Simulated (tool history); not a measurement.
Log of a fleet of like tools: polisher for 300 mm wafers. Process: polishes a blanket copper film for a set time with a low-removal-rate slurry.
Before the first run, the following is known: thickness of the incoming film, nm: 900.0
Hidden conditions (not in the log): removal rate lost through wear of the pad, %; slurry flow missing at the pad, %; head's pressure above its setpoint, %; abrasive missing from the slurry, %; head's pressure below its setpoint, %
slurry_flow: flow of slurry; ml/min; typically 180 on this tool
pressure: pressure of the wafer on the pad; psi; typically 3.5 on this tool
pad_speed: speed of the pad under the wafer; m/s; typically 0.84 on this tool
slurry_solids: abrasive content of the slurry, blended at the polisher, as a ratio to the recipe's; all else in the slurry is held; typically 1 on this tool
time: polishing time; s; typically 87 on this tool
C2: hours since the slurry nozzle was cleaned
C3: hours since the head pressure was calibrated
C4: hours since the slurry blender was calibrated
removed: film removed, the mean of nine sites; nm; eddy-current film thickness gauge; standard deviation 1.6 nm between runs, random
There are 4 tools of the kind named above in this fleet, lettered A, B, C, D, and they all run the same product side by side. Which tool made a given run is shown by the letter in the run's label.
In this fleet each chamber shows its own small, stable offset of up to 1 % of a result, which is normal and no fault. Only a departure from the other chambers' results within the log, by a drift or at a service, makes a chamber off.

{"hour": 3.0, "done": "chamber D: slurry nozzle cleaned"}
{"run": "1C", "hour": 6.8, "slurry_flow": 180, "pressure": 3.5, "pad_speed": 0.84, "slurry_solids": 1, "time": 87, "wafers polished on this pad": 1083, "C2": 240.7, "C3": 860, "C4": 244.6, "removed": 223.61}
{"run": "2B", "hour": 15.7, "slurry_flow": 180, "pressure": 3.5, "pad_speed": 0.84, "slurry_solids": 1, "time": 87, "wafers polished on this pad": 436, "C2": 50.6, "C3": 638.5, "C4": 38.9, "removed": 223.05}
{"run": "3D", "hour": 21.4, "slurry_flow": 180, "pressure": 3.5, "pad_speed": 0.84, "slurry_solids": 1, "time": 87, "wafers polished on this pad": 482, "C2": 18.4, "C3": 180.5, "C4": 117.3, "removed": 222.71}
{"hour": 24.2, "done": "chamber C: worn pad replaced by a new one"}
{"run": "4A", "hour": 30.8, "slurry_flow": 180, "pressure": 3.5, "pad_speed": 0.84, "slurry_solids": 1, "time": 87, "wafers polished on this pad": 819, "C2": 302.2, "C3": 518.6, "C4": 157.7, "removed": 222.19}
{"hour": 31.8, "done": "chamber A: worn pad replaced by a new one"}
{"run": "5D", "hour": 40.8, "slurry_flow": 180, "pressure": 3.5, "pad_speed": 0.84, "slurry_solids": 1, "time": 87, "wafers polished on this pad": 706, "C2": 37.8, "C3": 199.9, "C4": 136.7, "removed": 224.35}
{"hour": 44.6, "done": "chamber D: worn pad replaced by a new one"}
{"run": "6B", "hour": 51.8, "slurry_flow": 180, "pressure": 3.5, "pad_speed": 0.84, "slurry_solids": 1, "time": 87, "wafers polished on this pad": 854, "C2": 86.7, "C3": 674.6, "C4": 75, "removed": 222.81}
{"run": "7A", "hour": 60.8, "slurry_flow": 180, "pressure": 3.5, "pad_speed": 0.84, "slurry_solids": 1.25, "time": 87, "wafers polished on this pad": 335, "C2": 332.2, "C3": 548.6, "C4": 187.7, "removed": 233.59}
{"run": "8C", "hour": 67.0, "slurry_flow": 180, "pressure": 3.5, "pad_speed": 0.84, "slurry_solids": 1.25, "time": 87, "wafers polished on this pad": 495, "C2": 300.9, "C3": 920.2, "C4": 304.8, "removed": 236.65}
{"hour": 69.7, "done": "chamber A: head pressure recalibrated"}
{"run": "9C", "hour": 72.5, "slurry_flow": 180, "pressure": 3.5, "pad_speed": 0.84, "slurry_solids": 1.25, "time": 87, "wafers polished on this pad": 559, "C2": 306.4, "C3": 925.7, "C4": 310.3, "removed": 235.22}
{"hour": 73.3, "done": "chamber B: worn pad replaced by a new one"}
{"hour": 74.5, "done": "chamber B: slurry blender recalibrated"}
{"run": "10A", "hour": 82.5, "slurry_flow": 180, "pressure": 3.5, "pad_speed": 0.84, "slurry_solids": 1.25, "time": 87, "wafers polished on this pad": 586, "C2": 353.9, "C3": 12.9, "C4": 209.4, "removed": 234.76}
{"run": "11D", "hour": 89.2, "slurry_flow": 180, "pressure": 3.5, "pad_speed": 0.84, "slurry_solids": 1, "time": 87, "wafers polished on this pad": 516, "C2": 86.2, "C3": 248.3, "C4": 185.1, "removed": 223.13}
{"run": "12B", "hour": 95.6, "slurry_flow": 180, "pressure": 3.5, "pad_speed": 0.84, "slurry_solids": 1, "time": 87, "wafers polished on this pad": 258, "C2": 130.5, "C3": 718.4, "C4": 21.2, "removed": 220.41}
{"run": "13B", "hour": 102.8, "slurry_flow": 180, "pressure": 3.5, "pad_speed": 0.84, "slurry_solids": 1, "time": 87, "wafers polished on this pad": 341, "C2": 137.7, "C3": 725.6, "C4": 28.4, "removed": 223.57}
{"hour": 104.4, "done": "chamber A: worn pad replaced by a new one"}
{"hour": 106.8, "done": "chamber A: slurry blender recalibrated"}
{"run": "14D", "hour": 112.9, "slurry_flow": 180, "pressure": 3.5, "pad_speed": 0.84, "slurry_solids": 1, "time": 87, "wafers polished on this pad": 789, "C2": 109.9, "C3": 272, "C4": 208.8, "removed": 225.22}
{"hour": 115.8, "done": "chamber C: slurry blender recalibrated"}
{"run": "15C", "hour": 121.6, "slurry_flow": 180, "pressure": 3.5, "pad_speed": 0.84, "slurry_solids": 1, "time": 87, "wafers polished on this pad": 1126, "C2": 355.5, "C3": 974.8, "C4": 5.8, "removed": 219.12}
{"hour": 122.8, "done": "chamber C: worn pad replaced by a new one"}
{"hour": 123.8, "done": "chamber D: worn pad replaced by a new one"}
{"run": "16A", "hour": 126.9, "slurry_flow": 180, "pressure": 3.5, "pad_speed": 0.84, "slurry_solids": 1, "time": 87, "wafers polished on this pad": 260, "C2": 398.3, "C3": 57.3, "C4": 20.2, "removed": 224.27}
{"run": "17C", "hour": 132.8, "slurry_flow": 180, "pressure": 3.5, "pad_speed": 0.84, "slurry_solids": 1, "time": 87, "wafers polished on this pad": 115, "C2": 366.7, "C3": 986, "C4": 17, "removed": 220.87}
{"run": "18D", "hour": 143.3, "slurry_flow": 180, "pressure": 3.5, "pad_speed": 0.84, "slurry_solids": 1, "time": 87, "wafers polished on this pad": 225, "C2": 140.3, "C3": 302.4, "C4": 239.2, "removed": 225.43}
{"run": "19A", "hour": 150.1, "slurry_flow": 180, "pressure": 4.1, "pad_speed": 0.84, "slurry_solids": 0.75, "time": 87, "wafers polished on this pad": 528, "C2": 421.5, "C3": 80.5, "C4": 43.4, "removed": 241.36}
{"run": "20B", "hour": 159.3, "slurry_flow": 180, "pressure": 4.1, "pad_speed": 0.84, "slurry_solids": 0.75, "time": 87, "wafers polished on this pad": 994, "C2": 194.2, "C3": 782.1, "C4": 84.9, "removed": 245.88}
{"hour": 164.6, "done": "chamber B: slurry blender recalibrated"}
{"run": "21D", "hour": 166.6, "slurry_flow": 180, "pressure": 4.1, "pad_speed": 0.84, "slurry_solids": 0.75, "time": 87, "wafers polished on this pad": 494, "C2": 163.6, "C3": 325.7, "C4": 262.5, "removed": 249.62}
{"hour": 168.1, "done": "chamber B: worn pad replaced by a new one"}
{"run": "22A", "hour": 177.4, "slurry_flow": 180, "pressure": 4.1, "pad_speed": 0.84, "slurry_solids": 0.75, "time": 87, "wafers polished on this pad": 843, "C2": 448.8, "C3": 107.8, "C4": 70.7, "removed": 243.9}
{"hour": 182.4, "done": "chamber B: slurry nozzle cleaned"}
{"hour": 182.5, "done": "chamber A: worn pad replaced by a new one"}
{"run": "23B", "hour": 186.4, "slurry_flow": 180, "pressure": 3.5, "pad_speed": 0.84, "slurry_solids": 1, "time": 87, "wafers polished on this pad": 211, "C2": 4.1, "C3": 809.2, "C4": 21.8, "removed": 221.78}
{"run": "24C", "hour": 191.3, "slurry_flow": 180, "pressure": 3.5, "pad_speed": 0.84, "slurry_solids": 1, "time": 87, "wafers polished on this pad": 791, "C2": 425.2, "C3": 1044.5, "C4": 75.5, "removed": 214.76}
{"run": "25B", "hour": 196.8, "slurry_flow": 180, "pressure": 3.5, "pad_speed": 0.96, "slurry_solids": 1, "time": 71, "wafers polished on this pad": 332, "C2": 14.5, "C3": 819.6, "C4": 32.2, "removed": 210.88}
{"hour": 200.4, "done": "chamber D: worn pad replaced by a new one"}
{"run": "26C", "hour": 202.4, "slurry_flow": 180, "pressure": 3.5, "pad_speed": 0.96, "slurry_solids": 1, "time": 71, "wafers polished on this pad": 920, "C2": 436.3, "C3": 1055.6, "C4": 86.6, "removed": 201.28}
{"run": "27A", "hour": 213.2, "slurry_flow": 180, "pressure": 3.5, "pad_speed": 0.96, "slurry_solids": 1, "time": 71, "wafers polished on this pad": 354, "C2": 484.6, "C3": 143.6, "C4": 106.5, "removed": 210.82}
{"run": "28D", "hour": 219.6, "slurry_flow": 180, "pressure": 3.5, "pad_speed": 0.96, "slurry_solids": 1, "time": 71, "wafers polished on this pad": 223, "C2": 216.6, "C3": 378.7, "C4": 315.5, "removed": 210.41}
{"hour": 220.7, "done": "chamber D: slurry nozzle cleaned"}
{"hour": 228.0, "done": "chamber C: worn pad replaced by a new one"}
{"run": "29A", "hour": 228.4, "slurry_flow": 180, "pressure": 3.5, "pad_speed": 0.84, "slurry_solids": 1, "time": 87, "wafers polished on this pad": 530, "C2": 499.8, "C3": 158.8, "C4": 121.7, "removed": 226.36}
{"hour": 232.5, "done": "chamber D: head pressure recalibrated"}
{"run": "30D", "hour": 235.8, "slurry_flow": 180, "pressure": 3.5, "pad_speed": 0.84, "slurry_solids": 1, "time": 87, "wafers polished on this pad": 410, "C2": 15.2, "C3": 3.3, "C4": 331.7, "removed": 221.97}
{"run": "31C", "hour": 243.3, "slurry_flow": 180, "pressure": 3.5, "pad_speed": 0.84, "slurry_solids": 1, "time": 87, "wafers polished on this pad": 177, "C2": 477.2, "C3": 1096.5, "C4": 127.5, "removed": 212.75}
{"run": "32B", "hour": 254.3, "slurry_flow": 155, "pressure": 3.5, "pad_speed": 0.84, "slurry_solids": 0.8, "time": 87, "wafers polished on this pad": 996, "C2": 72, "C3": 877.1, "C4": 89.7, "removed": 210.97}
{"hour": 255.7, "done": "chamber A: worn pad replaced by a new one"}
{"run": "33B", "hour": 264.6, "slurry_flow": 155, "pressure": 3.5, "pad_speed": 0.84, "slurry_solids": 0.8, "time": 87, "wafers polished on this pad": 1115, "C2": 82.3, "C3": 887.4, "C4": 100, "removed": 209.15}
{"hour": 270.1, "done": "chamber D: worn pad replaced by a new one"}
{"hour": 270.9, "done": "chamber D: slurry blender recalibrated"}
{"run": "34A", "hour": 274.4, "slurry_flow": 155, "pressure": 3.5, "pad_speed": 0.84, "slurry_solids": 0.8, "time": 87, "wafers polished on this pad": 217, "C2": 545.8, "C3": 204.8, "C4": 167.7, "removed": 206.76}
{"hour": 280.9, "done": "chamber B: slurry blender recalibrated"}
{"hour": 285.2, "done": "chamber B: worn pad replaced by a new one"}
{"run": "35C", "hour": 285.2, "slurry_flow": 155, "pressure": 3.5, "pad_speed": 0.84, "slurry_solids": 0.8, "time": 87, "wafers polished on this pad": 661, "C2": 519.1, "C3": 1138.4, "C4": 169.4, "removed": 192.59}
{"run": "36D", "hour": 290.9, "slurry_flow": 180, "pressure": 3.5, "pad_speed": 0.84, "slurry_solids": 1, "time": 87, "wafers polished on this pad": 240, "C2": 70.3, "C3": 58.4, "C4": 20.1, "removed": 224.5}
{"run": "37D", "hour": 300.2, "slurry_flow": 180, "pressure": 4, "pad_speed": 0.84, "slurry_solids": 1, "time": 87, "wafers polished on this pad": 347, "C2": 79.6, "C3": 67.7, "C4": 29.4, "removed": 256.3}
{"run": "38C", "hour": 306.0, "slurry_flow": 180, "pressure": 4, "pad_speed": 0.84, "slurry_solids": 1, "time": 87, "wafers polished on this pad": 901, "C2": 539.9, "C3": 1159.2, "C4": 190.2, "removed": 237.26}
{"run": "39B", "hour": 315.6, "slurry_flow": 180, "pressure": 4, "pad_speed": 0.84, "slurry_solids": 1, "time": 87, "wafers polished on this pad": 351, "C2": 133.3, "C3": 938.4, "C4": 34.8, "removed": 252.7}
{"hour": 323.6, "done": "chamber A: worn pad replaced by a new one"}
{"run": "40A", "hour": 323.9, "slurry_flow": 180, "pressure": 4, "pad_speed": 0.84, "slurry_solids": 1, "time": 87, "wafers polished on this pad": 3, "C2": 595.3, "C3": 254.3, "C4": 217.2, "removed": 255.95}
{"run": "41A", "hour": 332.4, "slurry_flow": 180, "pressure": 3.5, "pad_speed": 0.84, "slurry_solids": 1, "time": 87, "wafers polished on this pad": 102, "C2": 603.8, "C3": 262.8, "C4": 225.7, "removed": 224.84}

All 4 chambers run these settings next. Forecast each chamber's results:
{"run": "42A", "hour": 340.3, "slurry_flow": 180, "pressure": 3.5, "pad_speed": 0.84, "slurry_solids": 1, "time": 87, "removed": "?"}
{"run": "42B", "hour": 340.3, "slurry_flow": 180, "pressure": 3.5, "pad_speed": 0.84, "slurry_solids": 1, "time": 87, "removed": "?"}
{"run": "42C", "hour": 340.3, "slurry_flow": 180, "pressure": 3.5, "pad_speed": 0.84, "slurry_solids": 1, "time": 87, "removed": "?"}
{"run": "42D", "hour": 340.3, "slurry_flow": 180, "pressure": 3.5, "pad_speed": 0.84, "slurry_solids": 1, "time": 87, "removed": "?"}

run=42A removed=222.25
run=42B removed=222.8
run=42C removed=206.16
run=42D removed=225.34

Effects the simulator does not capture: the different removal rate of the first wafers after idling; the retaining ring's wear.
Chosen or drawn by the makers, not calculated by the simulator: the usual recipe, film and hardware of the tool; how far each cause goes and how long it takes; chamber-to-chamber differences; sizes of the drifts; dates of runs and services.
